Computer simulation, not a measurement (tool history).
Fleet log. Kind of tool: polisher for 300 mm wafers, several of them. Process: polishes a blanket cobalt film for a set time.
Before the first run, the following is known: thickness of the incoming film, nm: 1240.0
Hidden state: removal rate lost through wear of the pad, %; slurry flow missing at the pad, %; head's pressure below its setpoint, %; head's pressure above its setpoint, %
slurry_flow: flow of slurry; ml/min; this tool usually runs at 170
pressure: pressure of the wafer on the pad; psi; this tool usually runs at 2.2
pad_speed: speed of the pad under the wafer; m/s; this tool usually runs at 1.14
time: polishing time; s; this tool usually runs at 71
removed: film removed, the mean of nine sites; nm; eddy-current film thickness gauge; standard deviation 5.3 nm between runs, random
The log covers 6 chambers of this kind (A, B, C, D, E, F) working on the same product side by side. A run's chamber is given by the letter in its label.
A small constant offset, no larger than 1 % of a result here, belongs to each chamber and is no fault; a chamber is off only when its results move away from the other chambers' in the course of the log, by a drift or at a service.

| run | hour | slurry_flow | pressure | pad_speed | time | wafers polished on this pad | hours since the slurry nozzle was cleaned | hours since the head pressure was calibrated | removed |
|---|---|---|---|---|---|---|---|---|---|
|  | 0.6 | chamber F: worn pad replaced by a new one |
| 1B | 10.0 | 170 | 2.2 | 1.14 | 71 | 260 | 613.3 | 391.9 | 510.93 |
|  | 12.3 | chamber E: worn pad replaced by a new one |
| 2D | 19.9 | 170 | 2.2 | 1.14 | 71 | 626 | 333.0 | 959.2 | 511.86 |
|  | 29.3 | chamber D: worn pad replaced by a new one |
| 3A | 30.5 | 170 | 2.2 | 1.14 | 71 | 1200 | 115.0 | 795.6 | 510.09 |
| 4F | 40.1 | 170 | 2.2 | 1.14 | 71 | 263 | 324.4 | 310.1 | 523.53 |
| 5C | 49.2 | 170 | 2.2 | 1.14 | 71 | 415 | 68.7 | 410.6 | 518.23 |
| 6E | 59.7 | 170 | 2.2 | 1.14 | 71 | 316 | 576.1 | 138.3 | 514.47 |
| 7E | 67.4 | 170 | 2.2 | 1.32 | 53 | 367 | 583.8 | 146.0 | 437.34 |
| 8C | 72.2 | 170 | 2.2 | 1.32 | 53 | 568 | 91.7 | 433.6 | 449.60 |
| 9A | 78.2 | 170 | 2.2 | 1.32 | 53 | 1518 | 162.7 | 843.3 | 450.30 |
|  | 84.4 | chamber A: worn pad replaced by a new one |
| 10D | 86.5 | 170 | 2.2 | 1.32 | 53 | 381 | 399.6 | 1025.8 | 441.80 |
| 11B | 96.5 | 170 | 2.2 | 1.32 | 53 | 837 | 699.8 | 478.4 | 448.18 |
|  | 100.5 | chamber B: worn pad replaced by a new one |
| 12F | 103.6 | 170 | 2.2 | 1.32 | 53 | 687 | 387.9 | 373.6 | 450.20 |
|  | 103.7 | chamber E: slurry nozzle cleaned |
| 13E | 112.5 | 170 | 2.2 | 1.14 | 71 | 668 | 8.9 | 191.1 | 511.63 |
| 14F | 121.3 | 170 | 2.2 | 1.14 | 71 | 805 | 405.6 | 391.3 | 521.55 |
|  | 127.0 | chamber F: worn pad replaced by a new one |
| 15A | 130.7 | 170 | 2.2 | 1.14 | 71 | 308 | 215.2 | 895.8 | 517.29 |
|  | 132.3 | chamber C: worn pad replaced by a new one |
|  | 134.1 | chamber D: worn pad replaced by a new one |
| 16C | 135.5 | 170 | 2.2 | 1.14 | 71 | 21 | 155.0 | 496.9 | 511.43 |
|  | 143.0 | chamber C: head pressure recalibrated |
| 17D | 143.5 | 170 | 2.2 | 1.14 | 71 | 63 | 456.6 | 1082.8 | 515.93 |
| 18B | 152.8 | 170 | 2.2 | 1.14 | 71 | 348 | 756.1 | 534.7 | 513.48 |
| 19F | 160.7 | 170 | 2.2 | 1.14 | 71 | 224 | 445.0 | 430.7 | 512.51 |
|  | 162.2 | chamber B: head pressure recalibrated |
| 20A | 170.6 | 170 | 2.2 | 1.14 | 60 | 575 | 255.1 | 935.7 | 440.95 |
|  | 174.3 | chamber E: worn pad replaced by a new one |
| 21B | 176.6 | 170 | 2.2 | 1.14 | 60 | 507 | 779.9 | 14.5 | 439.57 |
| 22E | 183.5 | 170 | 2.2 | 1.14 | 60 | 61 | 79.9 | 262.1 | 430.10 |
| 23C | 193.9 | 170 | 2.2 | 1.14 | 60 | 411 | 213.4 | 51.0 | 466.72 |
| 24D | 202.9 | 170 | 2.2 | 1.14 | 60 | 459 | 516.0 | 1142.2 | 438.54 |
| 25F | 208.7 | 170 | 2.2 | 1.14 | 60 | 545 | 493.0 | 478.7 | 434.71 |
|  | 209.8 | chamber A: head pressure recalibrated |
| 26B | 216.8 | 170 | 2.2 | 1.14 | 71 | 775 | 820.1 | 54.7 | 517.61 |
| 27E | 226.8 | 170 | 2.2 | 1.14 | 71 | 350 | 123.2 | 305.4 | 506.51 |
|  | 231.1 | chamber D: worn pad replaced by a new one |
|  | 231.8 | chamber F: worn pad replaced by a new one |
| 28C | 236.1 | 170 | 2.2 | 1.14 | 71 | 692 | 255.6 | 93.2 | 576.40 |
| 29A | 243.3 | 170 | 2.2 | 1.14 | 71 | 1060 | 327.8 | 33.5 | 511.82 |
| 30D | 248.7 | 170 | 2.2 | 1.14 | 71 | 117 | 561.8 | 1188.0 | 507.91 |
| 31A | 256.8 | 170 | 2.2 | 1.14 | 71 | 1150 | 341.3 | 47.0 | 514.45 |
| 32B | 262.9 | 170 | 2.2 | 1.14 | 71 | 1083 | 866.2 | 100.8 | 510.42 |
|  | 265.6 | chamber B: worn pad replaced by a new one |
| 33F | 272.1 | 170 | 2.2 | 1.14 | 71 | 269 | 556.4 | 542.1 | 526.28 |
| 34E | 277.2 | 170 | 2.2 | 1.14 | 71 | 686 | 173.6 | 355.8 | 520.64 |
| 35C | 286.4 | 170 | 2.2 | 1.14 | 71 | 1028 | 305.9 | 143.5 | 569.82 |
|  | 288.4 | chamber D: head pressure recalibrated |
|  | 292.9 | chamber C: worn pad replaced by a new one |
| 36D | 295.5 | 170 | 2.2 | 1.14 | 71 | 430 | 608.6 | 7.2 | 521.23 |
| 37A | 303.1 | 170 | 2.2 | 1.14 | 71 | 1458 | 387.6 | 93.3 | 499.93 |
| 38B | 312.2 | 170 | 2.2 | 1.14 | 71 | 311 | 915.5 | 150.1 | 518.13 |
| 39C | 322.4 | 170 | 2.2 | 1.14 | 71 | 197 | 341.9 | 179.5 | 554.27 |
|  | 322.5 | chamber D: worn pad replaced by a new one |
|  | 325.7 | chamber F: head pressure recalibrated |
| 40D | 328.9 | 170 | 2.2 | 1.14 | 71 | 42 | 642.0 | 40.6 | 510.06 |
| 41E | 338.5 | 170 | 2.2 | 1.14 | 71 | 1095 | 234.9 | 417.1 | 513.92 |
| 42F | 344.8 | 170 | 2.2 | 1.14 | 71 | 754 | 629.1 | 19.1 | 515.94 |

Next, every chamber runs the same settings. What will each give?
| 43A | 352.3 | 170 | 2.2 | 1.26 | 71 |  |  |  | ? |
| 43B | 352.3 | 170 | 2.2 | 1.26 | 71 |  |  |  | ? |
| 43C | 352.3 | 170 | 2.2 | 1.26 | 71 |  |  |  | ? |
| 43D | 352.3 | 170 | 2.2 | 1.26 | 71 |  |  |  | ? |
| 43E | 352.3 | 170 | 2.2 | 1.26 | 71 |  |  |  | ? |
| 43F | 352.3 | 170 | 2.2 | 1.26 | 71 |  |  |  | ? |

| run | removed |
|---|---|
| 43A | 570.36 |
| 43B | 573.52 |
| 43C | 635.33 |
| 43D | 565.99 |
| 43E | 563.12 |
| 43F | 575.34 |
